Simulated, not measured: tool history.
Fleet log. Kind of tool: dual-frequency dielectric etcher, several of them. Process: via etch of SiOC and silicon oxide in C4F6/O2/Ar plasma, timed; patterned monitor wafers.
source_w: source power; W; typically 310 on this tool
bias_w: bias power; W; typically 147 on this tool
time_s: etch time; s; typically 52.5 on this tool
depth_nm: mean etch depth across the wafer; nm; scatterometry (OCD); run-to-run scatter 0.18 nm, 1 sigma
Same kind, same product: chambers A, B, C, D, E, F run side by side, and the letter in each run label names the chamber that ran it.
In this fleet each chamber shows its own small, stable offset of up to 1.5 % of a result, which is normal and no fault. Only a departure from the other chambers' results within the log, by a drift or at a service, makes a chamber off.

run   hour  source_w  bias_w  time_s  read-back reference wafer on the same gauge, depth_nm  depth_nm
 1C    6.2       310     147    52.5                                                 48.672    50.907
 2A   13.2       310     147    52.5                                                 48.712    50.294
      21.8  -- chamber E: wet clean of the chamber
 3E   22.2       310     147    52.5                                                 48.714    50.122
 4B   28.1       310     147    52.5                                                 48.677    49.655
 5F   37.3       310     147    52.5                                                 48.679    51.005
 6D   46.0       310     147    52.5                                                 48.710    50.592
 7C   56.3       310     147    52.5                                                 48.694    50.805
 8D   61.4       310     122    65.5                                                 48.677    59.735
 9A   68.2       310     122    65.5                                                 48.715    58.611
10F   74.9       310     122    65.5                                                 48.655    59.648
11E   80.2       310     122    65.5                                                 48.689    58.787
12B   87.2       310     122    65.5                                                 48.748    58.417
13B   97.4       310     122    65.5                                                 48.698    58.397
14C  103.7       310     147    52.5                                                 48.652    50.655
15D  113.5       310     147    52.5                                                 48.683    50.370
     116.0  -- chamber A: wet clean of the chamber
16A  119.6       310     147    52.5                                                 48.755    49.881
     125.1  -- chamber B: wet clean of the chamber
17E  125.4       310     147    52.5                                                 48.721    49.799
18F  133.5       310     147    52.5                                                 48.735    50.542
19C  143.7       310     147    52.5                                                 48.691    50.467
20E  148.6       310     147    52.5                                                 48.677    50.087
21F  154.2       310     147    52.5                                                 48.699    50.445
22B  163.3       310     147    52.5                                                 48.686    49.515
23A  169.6       310     147    52.5                                                 48.699    49.713
24D  175.4       310     147    52.5                                                 48.698    50.051
25D  185.4       310     147    52.5                                                 48.726    50.760
26C  192.8       310     147    52.5                                                 48.650    50.960
27B  199.1       250     147    60.5                                                 48.624    52.851
28F  204.5       250     147    60.5                                                 48.719    53.494
29E  211.7       250     147    60.5                                                 48.695    53.242
30A  219.8       250     147    60.5                                                 48.670    53.026
31C  226.5       250     147    60.5                                                 48.711    54.252
32D  233.9       250     147    60.5                                                 48.713    53.579
33F  244.3       310     147    52.5                                                 48.696    50.492
34B  254.5       380     147    52.5                                                 48.751    54.008
35A  262.3       380     147    52.5                                                 48.703    54.044
36E  270.7       380     147    52.5                                                 48.702    54.403
37E  281.0       380     147    52.5                                                 48.710    53.771
38A  289.0       380     147    52.5                                                 48.674    53.960
     294.7  -- chamber D: wet clean of the chamber
39D  297.7       380     147    52.5                                                 48.714    54.637
40B  304.6       310     147    52.5                                                 48.687    49.735
41C  313.5       310     147    52.5                                                 48.721    51.159

All 6 chambers run these settings next. Forecast each chamber's results:
42A  321.0       310     147    52.5                                                                ?
42B  321.0       310     147    52.5                                                                ?
42C  321.0       310     147    52.5                                                                ?
42D  321.0       310     147    52.5                                                                ?
42E  321.0       310     147    52.5                                                                ?
42F  321.0       310     147    52.5                                                                ?

run  depth_nm
42A    50.035
42B    49.820
42C    50.865
42D    50.271
42E    49.843
42F    50.254
